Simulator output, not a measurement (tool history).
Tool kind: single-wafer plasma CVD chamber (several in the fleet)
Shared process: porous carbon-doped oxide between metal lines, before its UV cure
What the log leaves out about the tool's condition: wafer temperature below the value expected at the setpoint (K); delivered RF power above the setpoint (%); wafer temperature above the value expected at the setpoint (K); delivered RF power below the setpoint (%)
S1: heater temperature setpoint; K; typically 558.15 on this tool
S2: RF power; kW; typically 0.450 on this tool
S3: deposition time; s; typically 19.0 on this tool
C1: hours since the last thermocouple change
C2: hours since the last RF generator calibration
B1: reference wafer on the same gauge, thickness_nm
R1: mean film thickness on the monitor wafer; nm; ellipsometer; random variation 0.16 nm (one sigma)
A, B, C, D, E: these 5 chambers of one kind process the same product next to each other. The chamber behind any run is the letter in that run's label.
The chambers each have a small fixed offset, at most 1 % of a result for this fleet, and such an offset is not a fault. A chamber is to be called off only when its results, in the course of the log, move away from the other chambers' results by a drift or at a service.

run,day,S1,S2,S3,C1,C2,B1,R1
1D,0.242,558.15,0.450,19.0,1401.0,215.6,126.04,106.150
2E,0.583,558.15,0.450,19.0,1200.9,1048.3,125.98,104.960
3C,0.779,558.15,0.450,19.0,1314.5,1076.0,126.06,105.910
# day 0.817: chamber D: thermocouple changed; heater temperature recalibrated
4B,1.017,558.15,0.450,19.0,2472.4,168.7,126.08,105.600
5A,1.404,558.15,0.450,17.6,1113.3,1167.3,126.06,98.627
6A,1.621,558.15,0.450,17.6,1118.5,1172.5,126.11,98.705
7E,1.875,558.15,0.450,17.6,1231.9,1079.3,126.08,97.342
8D,2.146,558.15,0.450,17.6,31.9,261.3,126.18,98.514
9C,2.333,558.15,0.450,17.6,1351.8,1113.3,126.17,98.764
10B,2.700,558.15,0.450,19.0,2512.8,209.1,126.18,105.690
11E,2.942,558.15,0.450,19.0,1257.5,1104.9,126.20,105.270
12C,3.325,558.15,0.450,19.0,1375.6,1137.1,126.23,106.310
13D,3.500,558.15,0.450,19.0,64.4,293.8,126.24,106.220
# day 3.662: chamber A: thermocouple changed; heater temperature recalibrated
14A,3.883,558.15,0.450,19.0,5.3,1226.8,126.22,106.220
15B,4.146,558.15,0.450,19.0,2547.5,243.8,126.28,105.650
16C,4.471,558.15,0.450,19.0,1403.1,1164.6,126.32,105.800
17E,4.821,563.15,0.450,19.0,1302.6,1150.0,126.28,101.860
18D,5.092,563.15,0.450,19.0,102.6,332.0,126.40,102.860
19B,5.329,563.15,0.450,19.0,2575.9,272.2,126.37,102.990
20A,5.700,563.15,0.450,19.0,48.9,1270.4,126.37,103.230
21D,5.950,563.15,0.450,19.0,123.2,352.6,126.39,102.950
22E,6.271,558.15,0.450,19.0,1337.4,1184.8,126.44,105.010
23C,6.512,558.15,0.450,19.0,1452.1,1213.6,126.46,106.380
24B,6.888,546.15,0.505,19.0,2613.3,309.6,126.47,124.100
25A,7.208,546.15,0.505,19.0,85.1,1306.6,126.47,124.480
# day 7.438: chamber C: RF generator calibrated
26B,7.467,546.15,0.505,19.0,2627.2,323.5,126.48,124.510
27D,7.696,546.15,0.505,19.0,165.1,394.5,126.52,124.020
28A,7.908,546.15,0.505,19.0,101.9,1323.4,126.53,124.770
29E,8.125,558.15,0.450,19.0,1381.9,1229.3,126.51,105.210
30C,8.400,558.15,0.450,19.0,1497.4,23.2,126.59,106.590
31E,8.733,558.15,0.450,19.0,1396.5,1243.9,126.58,105.170
32C,8.950,558.15,0.450,19.0,1510.6,36.4,126.57,106.530
33B,9.150,558.15,0.450,19.0,2667.6,363.9,126.62,106.110
34D,9.371,558.15,0.450,19.0,205.3,434.7,126.61,106.480
35A,9.550,558.15,0.450,19.0,141.3,1362.8,126.67,106.350
36C,9.929,558.15,0.450,19.0,1534.1,59.9,126.63,106.150
37A,10.296,558.15,0.450,19.0,159.2,1380.7,126.64,106.540
38B,10.683,569.15,0.450,20.7,2704.4,400.7,126.71,108.120
39E,11.050,569.15,0.450,20.7,1452.1,1299.5,126.76,107.490
40D,11.217,569.15,0.450,20.7,249.6,479.0,126.73,108.340

Which is it: a chamber that has drifted or been left off by a service, a gauge drift common to all chambers, or only each chamber's usual small offset? If a chamber is off, name it and its likeliest cause.

No chamber is off; the gauge reading every chamber's wafers drifts, which makes the whole fleet appear to move together.
Most likely cause: gauge reads high (%) = 0.607.
